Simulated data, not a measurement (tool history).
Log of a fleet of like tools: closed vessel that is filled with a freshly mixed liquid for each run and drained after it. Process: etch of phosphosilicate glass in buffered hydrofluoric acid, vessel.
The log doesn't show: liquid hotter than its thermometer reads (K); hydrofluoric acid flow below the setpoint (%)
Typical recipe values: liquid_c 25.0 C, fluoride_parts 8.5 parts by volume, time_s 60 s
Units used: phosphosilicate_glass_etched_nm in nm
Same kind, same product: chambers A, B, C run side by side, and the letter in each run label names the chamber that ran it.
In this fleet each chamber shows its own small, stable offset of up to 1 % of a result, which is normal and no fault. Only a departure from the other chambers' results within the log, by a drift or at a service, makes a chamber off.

| run | day | liquid_c | fluoride_parts | time_s | hours since the thermometer was replaced | hours since the hydrofluoric acid flow meter was replaced | read-back film thickness of the phosphosilicate glass reference wafer, read on the same gauge (nm) | phosphosilicate_glass_etched_nm |
|---|---|---|---|---|---|---|---|---|
| 1B | 0.296 | 25.0 | 8.5 | 60 | 313.7 | 339.2 | 110.01 | 385.45 |
| 2A | 0.712 | 25.0 | 8.5 | 60 | 383.4 | 612.3 | 110.02 | 390.76 |
| 3C | 1.067 | 25.0 | 8.5 | 60 | 391.2 | 631.5 | 110.01 | 395.73 |
| 4A | 1.508 | 25.0 | 8.5 | 60 | 402.5 | 631.4 | 109.99 | 396.43 |
| 5B | 1.821 | 25.0 | 8.5 | 60 | 350.3 | 375.8 | 110.03 | 385.86 |
| 6C | 2.158 | 25.0 | 8.5 | 60 | 417.4 | 657.7 | 109.99 | 387.10 |
| 7A | 2.546 | 25.0 | 8.5 | 60 | 427.4 | 656.3 | 109.94 | 388.28 |
| 8B | 2.904 | 25.0 | 10.0 | 85 | 376.3 | 401.8 | 109.99 | 483.82 |
| 9C | 3.242 | 25.0 | 10.0 | 85 | 443.4 | 683.7 | 109.97 | 487.48 |
| 10B | 3.446 | 25.0 | 10.0 | 85 | 389.3 | 414.8 | 110.00 | 483.50 |
| 11C | 3.808 | 25.0 | 8.5 | 60 | 457.0 | 697.3 | 110.02 | 392.23 |
| 12A | 4.133 | 25.0 | 8.5 | 60 | 465.5 | 694.4 | 109.99 | 384.13 |
| 13A | 4.496 | 25.0 | 8.5 | 60 | 474.2 | 703.1 | 110.01 | 384.44 |
| 14B | 4.767 | 25.0 | 8.5 | 60 | 421.0 | 446.5 | 110.02 | 389.85 |
| 15C | 5.133 | 25.0 | 8.5 | 60 | 488.8 | 729.1 | 110.00 | 393.03 |
| 16C | 5.471 | 25.0 | 8.5 | 60 | 496.9 | 737.2 | 110.00 | 386.54 |
| 17A | 5.742 | 25.0 | 8.5 | 60 | 504.1 | 733.0 | 109.98 | 381.26 |
| 18B | 6.150 | 25.0 | 8.5 | 60 | 454.2 | 479.7 | 109.97 | 383.46 |
| 19A | 6.383 | 25.0 | 8.5 | 60 | 519.5 | 748.4 | 109.98 | 381.15 |
| 20B | 6.758 | 25.0 | 8.5 | 60 | 468.8 | 494.3 | 109.98 | 386.08 |
| 21C | 7.158 | 25.0 | 8.5 | 60 | 537.4 | 777.7 | 109.96 | 390.22 |
| 22C | 7.504 | 25.0 | 8.5 | 60 | 545.7 | 786.0 | 109.98 | 392.49 |
| 23B | 7.767 | 25.0 | 6.5 | 60 | 493.0 | 518.5 | 109.97 | 505.13 |
| 24A | 8.129 | 25.0 | 6.5 | 60 | 561.4 | 790.3 | 109.97 | 498.78 |
| 25B | 8.575 | 25.0 | 6.5 | 60 | 512.4 | 537.9 | 109.98 | 509.81 |
| 26A | 8.817 | 25.0 | 8.5 | 60 | 577.9 | 806.8 | 110.00 | 369.98 |
| 27C | 9.117 | 25.0 | 8.5 | 60 | 584.4 | 824.7 | 109.98 | 389.06 |
|  | 9.321 | chamber C: thermometer replaced |
| 28B | 9.571 | 25.0 | 8.5 | 60 | 536.3 | 561.8 | 110.03 | 391.99 |
| 29C | 9.929 | 25.0 | 8.5 | 60 | 14.6 | 844.2 | 109.98 | 388.72 |
|  | 10.025 | chamber B: thermometer replaced |
| 30A | 10.308 | 25.0 | 8.5 | 60 | 613.7 | 842.6 | 110.07 | 370.95 |
| 31C | 10.775 | 25.0 | 8.5 | 60 | 34.9 | 864.5 | 110.06 | 388.78 |
| 32B | 11.112 | 22.0 | 8.5 | 40 | 26.1 | 598.8 | 110.00 | 219.45 |
| 33A | 11.371 | 22.0 | 8.5 | 40 | 639.2 | 868.1 | 110.00 | 207.57 |
| 34C | 11.679 | 22.0 | 8.5 | 40 | 56.6 | 886.2 | 110.01 | 220.14 |
| 35B | 11.912 | 25.0 | 8.5 | 60 | 45.3 | 618.0 | 110.01 | 384.82 |
| 36A | 12.379 | 25.0 | 8.5 | 60 | 663.4 | 892.3 | 110.03 | 369.57 |
| 37C | 12.679 | 25.0 | 8.5 | 60 | 80.6 | 910.2 | 110.02 | 392.05 |
| 38B | 13.146 | 25.0 | 8.5 | 60 | 74.9 | 647.6 | 109.95 | 389.98 |
| 39A | 13.354 | 25.0 | 8.5 | 60 | 686.8 | 915.7 | 109.93 | 365.54 |
| 40A | 13.679 | 25.0 | 8.5 | 60 | 694.6 | 923.5 | 109.98 | 361.25 |
| 41C | 14.104 | 25.0 | 8.5 | 35 | 114.8 | 944.4 | 110.00 | 225.87 |
| 42B | 14.562 | 25.0 | 8.5 | 35 | 108.9 | 681.6 | 109.98 | 224.60 |

Is one chamber off against the others, does the gauge drift, or is nothing wrong? If a chamber is off, say which, and what the likeliest cause is.

It is chamber A that slowly wanders off from its peers.
What lies behind it: hydrofluoric acid flow below the setpoint (%) = 9.24.
The log might look much the same if the cause were instead: liquid colder than its thermometer reads (K).

Here are 4 candidates for chamber A's next run, each the usual settings with a change, their results left as question marks. Which one brings its results back in line with what the others give on the usual settings?
Maximum distance from the other chambers' mean on the usual settings for a result to count as in line: phosphosilicate_glass_etched_nm 9.80 nm
| 43A-1 | 14.900 | 23.5 | 8.5 | 60 |  |  |  | ? |
| 43A-2 | 14.900 | 24.5 | 8.5 | 60 |  |  |  | ? |
| 43A-3 | 14.900 | 25.0 | 8.5 | 65 |  |  |  | ? |
| 43A-4 | 14.900 | 25.5 | 8.5 | 60 |  |  |  | ? |

The other chambers' mean on the usual settings: phosphosilicate_glass_etched_nm 388.88 nm
| run | phosphosilicate_glass_etched_nm |
|---|---|
| 43A-1 | 333.95 |
| 43A-2 | 352.84 |
| 43A-3 | 392.75 |
| 43A-4 | 372.47 |
The right change is 43A-3: it brings the chamber back within the allowed miss of the others.
